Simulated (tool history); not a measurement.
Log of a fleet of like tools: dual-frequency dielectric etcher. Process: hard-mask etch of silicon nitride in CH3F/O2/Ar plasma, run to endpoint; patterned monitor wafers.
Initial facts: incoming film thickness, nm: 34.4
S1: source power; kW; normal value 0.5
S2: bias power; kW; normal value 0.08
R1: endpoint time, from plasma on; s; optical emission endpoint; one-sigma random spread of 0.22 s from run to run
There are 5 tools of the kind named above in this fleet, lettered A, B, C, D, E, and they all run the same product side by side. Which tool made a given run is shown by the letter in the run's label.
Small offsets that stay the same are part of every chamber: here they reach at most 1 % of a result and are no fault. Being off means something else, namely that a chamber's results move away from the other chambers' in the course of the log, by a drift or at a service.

{"run": "1D", "hour": 4.0, "S1": 0.5, "S2": 0.08, "R1": 43.455}
{"run": "2E", "hour": 6.9, "S1": 0.5, "S2": 0.08, "R1": 44.477}
{"run": "3A", "hour": 9.3, "S1": 0.5, "S2": 0.08, "R1": 43.934}
{"run": "4C", "hour": 13.9, "S1": 0.5, "S2": 0.08, "R1": 44.338}
{"run": "5B", "hour": 18.0, "S1": 0.6, "S2": 0.061, "R1": 44.949}
{"run": "6B", "hour": 20.7, "S1": 0.6, "S2": 0.061, "R1": 45.021}
{"run": "7D", "hour": 25.6, "S1": 0.6, "S2": 0.061, "R1": 44.957}
{"run": "8C", "hour": 30.0, "S1": 0.6, "S2": 0.061, "R1": 44.729}
{"run": "9A", "hour": 33.5, "S1": 0.6, "S2": 0.061, "R1": 45.073}
{"run": "10E", "hour": 38.1, "S1": 0.5, "S2": 0.08, "R1": 44.25}
{"run": "11C", "hour": 41.0, "S1": 0.5, "S2": 0.08, "R1": 43.646}
{"run": "12B", "hour": 45.5, "S1": 0.45, "S2": 0.08, "R1": 45.89}
{"run": "13A", "hour": 48.4, "S1": 0.45, "S2": 0.08, "R1": 45.904}
{"run": "14D", "hour": 50.7, "S1": 0.45, "S2": 0.08, "R1": 45.316}
{"run": "15E", "hour": 54.4, "S1": 0.45, "S2": 0.08, "R1": 45.952}
{"run": "16D", "hour": 57.6, "S1": 0.45, "S2": 0.08, "R1": 44.75}
{"run": "17E", "hour": 60.2, "S1": 0.39, "S2": 0.098, "R1": 45.216}
{"hour": 62.3, "done": "chamber E: wet clean of the chamber"}
{"run": "18B", "hour": 62.4, "S1": 0.39, "S2": 0.098, "R1": 45.171}
{"run": "19A", "hour": 67.2, "S1": 0.39, "S2": 0.098, "R1": 44.692}
{"hour": 68.0, "done": "chamber A: wet clean of the chamber"}
{"run": "20C", "hour": 70.4, "S1": 0.39, "S2": 0.098, "R1": 44.866}
{"run": "21C", "hour": 73.2, "S1": 0.39, "S2": 0.098, "R1": 45.297}
{"run": "22A", "hour": 78.0, "S1": 0.5, "S2": 0.08, "R1": 44.094}
{"run": "23E", "hour": 80.9, "S1": 0.5, "S2": 0.08, "R1": 44.276}
{"run": "24D", "hour": 83.8, "S1": 0.43, "S2": 0.096, "R1": 42.736}
{"run": "25B", "hour": 86.8, "S1": 0.43, "S2": 0.096, "R1": 43.867}
{"run": "26D", "hour": 91.1, "S1": 0.43, "S2": 0.096, "R1": 43.034}
{"run": "27E", "hour": 94.7, "S1": 0.43, "S2": 0.096, "R1": 43.518}
{"run": "28A", "hour": 98.6, "S1": 0.43, "S2": 0.096, "R1": 43.767}
{"run": "29B", "hour": 101.7, "S1": 0.5, "S2": 0.08, "R1": 44.553}
{"run": "30C", "hour": 105.7, "S1": 0.5, "S2": 0.08, "R1": 44.315}
{"run": "31D", "hour": 109.5, "S1": 0.41, "S2": 0.067, "R1": 49.296}
{"run": "32B", "hour": 112.3, "S1": 0.41, "S2": 0.067, "R1": 50.9}
{"run": "33C", "hour": 116.6, "S1": 0.41, "S2": 0.067, "R1": 50.827}
{"run": "34A", "hour": 121.1, "S1": 0.41, "S2": 0.067, "R1": 50.445}
{"run": "35E", "hour": 123.5, "S1": 0.41, "S2": 0.067, "R1": 51.019}
{"run": "36B", "hour": 128.1, "S1": 0.5, "S2": 0.08, "R1": 44.057}
{"run": "37C", "hour": 130.9, "S1": 0.5, "S2": 0.08, "R1": 44.212}
{"run": "38E", "hour": 134.2, "S1": 0.5, "S2": 0.08, "R1": 44.427}
{"run": "39D", "hour": 136.3, "S1": 0.5, "S2": 0.08, "R1": 42.837}
{"run": "40A", "hour": 140.7, "S1": 0.5, "S2": 0.08, "R1": 44.14}

The same settings go to every chamber for the next run, one line per chamber below. Forecast the results for each:
{"run": "41A", "hour": 144.2, "S1": 0.5, "S2": 0.08, "R1": "?"}
{"run": "41B", "hour": 144.2, "S1": 0.5, "S2": 0.08, "R1": "?"}
{"run": "41C", "hour": 144.2, "S1": 0.5, "S2": 0.08, "R1": "?"}
{"run": "41D", "hour": 144.2, "S1": 0.5, "S2": 0.08, "R1": "?"}
{"run": "41E", "hour": 144.2, "S1": 0.5, "S2": 0.08, "R1": "?"}

run=41A R1=44.004
run=41B R1=43.962
run=41C R1=44.285
run=41D R1=42.227
run=41E R1=44.03
